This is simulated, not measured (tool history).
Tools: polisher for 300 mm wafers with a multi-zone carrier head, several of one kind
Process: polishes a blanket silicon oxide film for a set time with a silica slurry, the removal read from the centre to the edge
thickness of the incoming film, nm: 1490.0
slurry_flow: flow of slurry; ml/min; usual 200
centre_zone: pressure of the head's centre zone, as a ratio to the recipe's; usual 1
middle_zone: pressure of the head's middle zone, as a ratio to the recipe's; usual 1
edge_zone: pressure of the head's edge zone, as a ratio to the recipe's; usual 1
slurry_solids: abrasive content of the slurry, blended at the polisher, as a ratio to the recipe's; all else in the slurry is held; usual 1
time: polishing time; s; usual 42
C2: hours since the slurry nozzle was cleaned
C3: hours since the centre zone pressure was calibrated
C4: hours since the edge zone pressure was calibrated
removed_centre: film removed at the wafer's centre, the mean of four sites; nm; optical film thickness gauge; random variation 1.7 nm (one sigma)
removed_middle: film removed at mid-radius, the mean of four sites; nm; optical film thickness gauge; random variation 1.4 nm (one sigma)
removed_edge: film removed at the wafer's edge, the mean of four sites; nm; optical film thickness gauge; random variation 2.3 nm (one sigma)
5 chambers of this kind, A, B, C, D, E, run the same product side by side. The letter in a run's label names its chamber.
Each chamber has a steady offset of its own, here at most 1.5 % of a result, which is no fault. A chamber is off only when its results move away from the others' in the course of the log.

{"run": "1A", "hour": 5.8, "slurry_flow": 200, "centre_zone": 1, "middle_zone": 1, "edge_zone": 1, "slurry_solids": 1, "time": 42, "wafers polished on this pad": 286, "C2": 628.4, "C3": 431.8, "C4": 48.5, "removed_centre": 164.73, "removed_middle": 162.3, "removed_edge": 160.32}
{"run": "2B", "hour": 11.4, "slurry_flow": 200, "centre_zone": 1, "middle_zone": 1, "edge_zone": 1, "slurry_solids": 1, "time": 42, "wafers polished on this pad": 1371, "C2": 336.6, "C3": 567.3, "C4": 199, "removed_centre": 158.28, "removed_middle": 157.13, "removed_edge": 155.71}
{"hour": 13.2, "done": "chamber B: worn pad replaced by a new one"}
{"run": "3D", "hour": 17.0, "slurry_flow": 200, "centre_zone": 1, "middle_zone": 1, "edge_zone": 1, "slurry_solids": 1, "time": 42, "wafers polished on this pad": 591, "C2": 327.8, "C3": 434.6, "C4": 610.2, "removed_centre": 161.05, "removed_middle": 158.94, "removed_edge": 162.09}
{"hour": 21.3, "done": "chamber C: worn pad replaced by a new one"}
{"run": "4E", "hour": 21.9, "slurry_flow": 200, "centre_zone": 1, "middle_zone": 1, "edge_zone": 1, "slurry_solids": 1, "time": 42, "wafers polished on this pad": 1010, "C2": 111.1, "C3": 793.1, "C4": 90.8, "removed_centre": 159.6, "removed_middle": 159.98, "removed_edge": 156.63}
{"run": "5C", "hour": 31.7, "slurry_flow": 200, "centre_zone": 1.09, "middle_zone": 1, "edge_zone": 1, "slurry_solids": 1, "time": 42, "wafers polished on this pad": 122, "C2": 252.3, "C3": 1140.7, "C4": 281.9, "removed_centre": 181.23, "removed_middle": 160.61, "removed_edge": 164.37}
{"run": "6B", "hour": 38.4, "slurry_flow": 200, "centre_zone": 1.09, "middle_zone": 1, "edge_zone": 1, "slurry_solids": 1, "time": 42, "wafers polished on this pad": 295, "C2": 363.6, "C3": 594.3, "C4": 226, "removed_centre": 175.49, "removed_middle": 158.45, "removed_edge": 158.97}
{"run": "7D", "hour": 48.1, "slurry_flow": 200, "centre_zone": 1.09, "middle_zone": 1, "edge_zone": 1, "slurry_solids": 1, "time": 42, "wafers polished on this pad": 955, "C2": 358.9, "C3": 465.7, "C4": 641.3, "removed_centre": 175.3, "removed_middle": 160.12, "removed_edge": 161.32}
{"hour": 49.0, "done": "chamber D: worn pad replaced by a new one"}
{"hour": 55.6, "done": "chamber E: worn pad replaced by a new one"}
{"run": "8C", "hour": 57.0, "slurry_flow": 200, "centre_zone": 1.09, "middle_zone": 1, "edge_zone": 1, "slurry_solids": 1, "time": 42, "wafers polished on this pad": 419, "C2": 277.6, "C3": 1166, "C4": 307.2, "removed_centre": 172.54, "removed_middle": 163.22, "removed_edge": 160.37}
{"run": "9E", "hour": 62.6, "slurry_flow": 200, "centre_zone": 1.09, "middle_zone": 1, "edge_zone": 1, "slurry_solids": 1, "time": 42, "wafers polished on this pad": 82, "C2": 151.8, "C3": 833.8, "C4": 131.5, "removed_centre": 177.39, "removed_middle": 160.34, "removed_edge": 159.58}
{"run": "10A", "hour": 68.7, "slurry_flow": 200, "centre_zone": 1, "middle_zone": 1, "edge_zone": 1, "slurry_solids": 1, "time": 42, "wafers polished on this pad": 1022, "C2": 691.3, "C3": 494.7, "C4": 111.4, "removed_centre": 160.52, "removed_middle": 161.85, "removed_edge": 161.97}
{"hour": 70.4, "done": "chamber D: edge zone pressure recalibrated"}
{"hour": 71.6, "done": "chamber C: worn pad replaced by a new one"}
{"run": "11D", "hour": 74.6, "slurry_flow": 200, "centre_zone": 1, "middle_zone": 1, "edge_zone": 1, "slurry_solids": 1, "time": 42, "wafers polished on this pad": 300, "C2": 385.4, "C3": 492.2, "C4": 4.2, "removed_centre": 158.4, "removed_middle": 157.81, "removed_edge": 162.36}
{"run": "12A", "hour": 79.8, "slurry_flow": 200, "centre_zone": 1, "middle_zone": 1, "edge_zone": 1, "slurry_solids": 1, "time": 42, "wafers polished on this pad": 1152, "C2": 702.4, "C3": 505.8, "C4": 122.5, "removed_centre": 157.85, "removed_middle": 159.11, "removed_edge": 159.18}
{"run": "13E", "hour": 88.7, "slurry_flow": 200, "centre_zone": 1, "middle_zone": 1.05, "edge_zone": 1, "slurry_solids": 1.15, "time": 42, "wafers polished on this pad": 388, "C2": 177.9, "C3": 859.9, "C4": 157.6, "removed_centre": 171.82, "removed_middle": 181.26, "removed_edge": 172.47}
{"hour": 95.1, "done": "chamber A: slurry nozzle cleaned"}
{"run": "14C", "hour": 96.1, "slurry_flow": 200, "centre_zone": 1, "middle_zone": 1.05, "edge_zone": 1, "slurry_solids": 1.15, "time": 42, "wafers polished on this pad": 286, "C2": 316.7, "C3": 1205.1, "C4": 346.3, "removed_centre": 170.41, "removed_middle": 177.31, "removed_edge": 170.76}
{"run": "15B", "hour": 103.2, "slurry_flow": 200, "centre_zone": 1, "middle_zone": 1.05, "edge_zone": 1, "slurry_solids": 1.15, "time": 42, "wafers polished on this pad": 1054, "C2": 428.4, "C3": 659.1, "C4": 290.8, "removed_centre": 170.76, "removed_middle": 178.78, "removed_edge": 168.65}
{"run": "16B", "hour": 112.7, "slurry_flow": 200, "centre_zone": 1, "middle_zone": 1.05, "edge_zone": 1, "slurry_solids": 1.15, "time": 42, "wafers polished on this pad": 1165, "C2": 437.9, "C3": 668.6, "C4": 300.3, "removed_centre": 168.35, "removed_middle": 179.9, "removed_edge": 166.08}
{"hour": 121.7, "done": "chamber C: worn pad replaced by a new one"}
{"run": "17A", "hour": 121.7, "slurry_flow": 200, "centre_zone": 1, "middle_zone": 1.05, "edge_zone": 1, "slurry_solids": 1.15, "time": 42, "wafers polished on this pad": 1643, "C2": 26.6, "C3": 547.7, "C4": 164.4, "removed_centre": 166.59, "removed_middle": 173.87, "removed_edge": 167.69}
{"hour": 121.9, "done": "chamber C: slurry nozzle cleaned"}
{"hour": 123.8, "done": "chamber E: centre zone pressure recalibrated"}
{"hour": 125.9, "done": "chamber B: worn pad replaced by a new one"}
{"hour": 127.9, "done": "chamber D: worn pad replaced by a new one"}
{"run": "18C", "hour": 130.0, "slurry_flow": 200, "centre_zone": 1, "middle_zone": 1, "edge_zone": 1, "slurry_solids": 1, "time": 42, "wafers polished on this pad": 97, "C2": 8.2, "C3": 1239, "C4": 380.2, "removed_centre": 161.25, "removed_middle": 158.63, "removed_edge": 165.52}
{"run": "19E", "hour": 136.4, "slurry_flow": 200, "centre_zone": 1, "middle_zone": 1, "edge_zone": 1, "slurry_solids": 1, "time": 42, "wafers polished on this pad": 946, "C2": 225.6, "C3": 12.6, "C4": 205.3, "removed_centre": 164.4, "removed_middle": 161.15, "removed_edge": 158.85}
{"hour": 137.8, "done": "chamber C: centre zone pressure recalibrated"}
{"run": "20D", "hour": 142.0, "slurry_flow": 200, "centre_zone": 1, "middle_zone": 1, "edge_zone": 1, "slurry_solids": 1, "time": 42, "wafers polished on this pad": 166, "C2": 452.8, "C3": 559.6, "C4": 71.6, "removed_centre": 158.97, "removed_middle": 161.7, "removed_edge": 158.25}
{"hour": 146.4, "done": "chamber C: edge zone pressure recalibrated"}
{"run": "21C", "hour": 149.3, "slurry_flow": 200, "centre_zone": 1.07, "middle_zone": 1, "edge_zone": 1, "slurry_solids": 1, "time": 42, "wafers polished on this pad": 323, "C2": 27.5, "C3": 11.6, "C4": 3, "removed_centre": 173.05, "removed_middle": 158.36, "removed_edge": 164.26}
{"run": "22D", "hour": 156.9, "slurry_flow": 200, "centre_zone": 1.07, "middle_zone": 1, "edge_zone": 1, "slurry_solids": 1, "time": 42, "wafers polished on this pad": 340, "C2": 467.7, "C3": 574.5, "C4": 86.5, "removed_centre": 175.23, "removed_middle": 158.71, "removed_edge": 154.65}
{"run": "23E", "hour": 163.1, "slurry_flow": 200, "centre_zone": 1.07, "middle_zone": 1, "edge_zone": 1, "slurry_solids": 1, "time": 42, "wafers polished on this pad": 1259, "C2": 252.3, "C3": 39.3, "C4": 232, "removed_centre": 173.03, "removed_middle": 160.01, "removed_edge": 158.63}
{"hour": 166.6, "done": "chamber E: worn pad replaced by a new one"}
{"run": "24A", "hour": 170.8, "slurry_flow": 200, "centre_zone": 1.07, "middle_zone": 1, "edge_zone": 1, "slurry_solids": 1, "time": 42, "wafers polished on this pad": 2217, "C2": 75.7, "C3": 596.8, "C4": 213.5, "removed_centre": 164.1, "removed_middle": 154.64, "removed_edge": 154.35}
{"hour": 178.8, "done": "chamber C: worn pad replaced by a new one"}
{"run": "25B", "hour": 180.1, "slurry_flow": 200, "centre_zone": 1.07, "middle_zone": 1, "edge_zone": 1, "slurry_solids": 1, "time": 42, "wafers polished on this pad": 635, "C2": 505.3, "C3": 736, "C4": 367.7, "removed_centre": 171.39, "removed_middle": 158.05, "removed_edge": 164.43}
{"run": "26C", "hour": 187.0, "slurry_flow": 200, "centre_zone": 1, "middle_zone": 1, "edge_zone": 1, "slurry_solids": 1, "time": 42, "wafers polished on this pad": 96, "C2": 65.2, "C3": 49.3, "C4": 40.7, "removed_centre": 162.03, "removed_middle": 160.22, "removed_edge": 161.43}
{"run": "27A", "hour": 194.8, "slurry_flow": 200, "centre_zone": 1, "middle_zone": 1, "edge_zone": 1, "slurry_solids": 1, "time": 42, "wafers polished on this pad": 2498, "C2": 99.7, "C3": 620.8, "C4": 237.5, "removed_centre": 151.55, "removed_middle": 151.97, "removed_edge": 154.35}
{"run": "28E", "hour": 203.7, "slurry_flow": 200, "centre_zone": 1, "middle_zone": 1, "edge_zone": 1, "slurry_solids": 1, "time": 42, "wafers polished on this pad": 434, "C2": 292.9, "C3": 79.9, "C4": 272.6, "removed_centre": 160.75, "removed_middle": 159.16, "removed_edge": 161.65}
{"run": "29D", "hour": 209.6, "slurry_flow": 200, "centre_zone": 0.96, "middle_zone": 0.93, "edge_zone": 1, "slurry_solids": 1, "time": 42, "wafers polished on this pad": 957, "C2": 520.4, "C3": 627.2, "C4": 139.2, "removed_centre": 153.63, "removed_middle": 147.29, "removed_edge": 161.56}
{"hour": 215.5, "done": "chamber D: worn pad replaced by a new one"}
{"run": "30B", "hour": 217.1, "slurry_flow": 200, "centre_zone": 0.96, "middle_zone": 0.93, "edge_zone": 1, "slurry_solids": 1, "time": 42, "wafers polished on this pad": 1068, "C2": 542.3, "C3": 773, "C4": 404.7, "removed_centre": 154.65, "removed_middle": 150.84, "removed_edge": 158.93}
{"run": "31B", "hour": 224.5, "slurry_flow": 200, "centre_zone": 0.96, "middle_zone": 0.93, "edge_zone": 1, "slurry_solids": 1, "time": 42, "wafers polished on this pad": 1155, "C2": 549.7, "C3": 780.4, "C4": 412.1, "removed_centre": 155.17, "removed_middle": 149.35, "removed_edge": 159.55}
{"run": "32C", "hour": 229.0, "slurry_flow": 200, "centre_zone": 0.96, "middle_zone": 0.93, "edge_zone": 1, "slurry_solids": 1, "time": 42, "wafers polished on this pad": 588, "C2": 107.2, "C3": 91.3, "C4": 82.7, "removed_centre": 155.61, "removed_middle": 149.82, "removed_edge": 160.1}
{"hour": 235.0, "done": "chamber C: worn pad replaced by a new one"}
{"run": "33A", "hour": 237.7, "slurry_flow": 200, "centre_zone": 0.96, "middle_zone": 0.93, "edge_zone": 1, "slurry_solids": 1, "time": 42, "wafers polished on this pad": 3001, "C2": 142.6, "C3": 663.7, "C4": 280.4, "removed_centre": 145.56, "removed_middle": 139.38, "removed_edge": 151.39}
{"run": "34E", "hour": 242.1, "slurry_flow": 200, "centre_zone": 1, "middle_zone": 1, "edge_zone": 1, "slurry_solids": 1, "time": 42, "wafers polished on this pad": 883, "C2": 331.3, "C3": 118.3, "C4": 311, "removed_centre": 161.43, "removed_middle": 158.99, "removed_edge": 157.92}
{"run": "35D", "hour": 248.5, "slurry_flow": 200, "centre_zone": 1, "middle_zone": 1, "edge_zone": 1, "slurry_solids": 1, "time": 42, "wafers polished on this pad": 386, "C2": 559.3, "C3": 666.1, "C4": 178.1, "removed_centre": 160.84, "removed_middle": 157.98, "removed_edge": 157.25}
{"run": "36C", "hour": 258.2, "slurry_flow": 200, "centre_zone": 1, "middle_zone": 1, "edge_zone": 1, "slurry_solids": 1, "time": 42, "wafers polished on this pad": 272, "C2": 136.4, "C3": 120.5, "C4": 111.9, "removed_centre": 161.14, "removed_middle": 156.99, "removed_edge": 161.4}
{"run": "37E", "hour": 266.5, "slurry_flow": 200, "centre_zone": 1, "middle_zone": 1, "edge_zone": 1, "slurry_solids": 1, "time": 42, "wafers polished on this pad": 1169, "C2": 355.7, "C3": 142.7, "C4": 335.4, "removed_centre": 161.79, "removed_middle": 160.2, "removed_edge": 161.95}

All 5 chambers run these settings next. Forecast each chamber's results:
{"run": "38A", "hour": 273.8, "slurry_flow": 200, "centre_zone": 1, "middle_zone": 1, "edge_zone": 1, "slurry_solids": 1, "time": 42, "removed_centre": "?", "removed_middle": "?", "removed_edge": "?"}
{"run": "38B", "hour": 273.8, "slurry_flow": 200, "centre_zone": 1, "middle_zone": 1, "edge_zone": 1, "slurry_solids": 1, "time": 42, "removed_centre": "?", "removed_middle": "?", "removed_edge": "?"}
{"run": "38C", "hour": 273.8, "slurry_flow": 200, "centre_zone": 1, "middle_zone": 1, "edge_zone": 1, "slurry_solids": 1, "time": 42, "removed_centre": "?", "removed_middle": "?", "removed_edge": "?"}
{"run": "38D", "hour": 273.8, "slurry_flow": 200, "centre_zone": 1, "middle_zone": 1, "edge_zone": 1, "slurry_solids": 1, "time": 42, "removed_centre": "?", "removed_middle": "?", "removed_edge": "?"}
{"run": "38E", "hour": 273.8, "slurry_flow": 200, "centre_zone": 1, "middle_zone": 1, "edge_zone": 1, "slurry_solids": 1, "time": 42, "removed_centre": "?", "removed_middle": "?", "removed_edge": "?"}

run=38A removed_centre=149.26 removed_middle=149.45 removed_edge=149.15
run=38B removed_centre=158.49 removed_middle=156.85 removed_edge=155.9
run=38C removed_centre=160.47 removed_middle=160.61 removed_edge=162.07
run=38D removed_centre=159.54 removed_middle=156.46 removed_edge=160.47
run=38E removed_centre=163.94 removed_middle=161.36 removed_edge=157.58
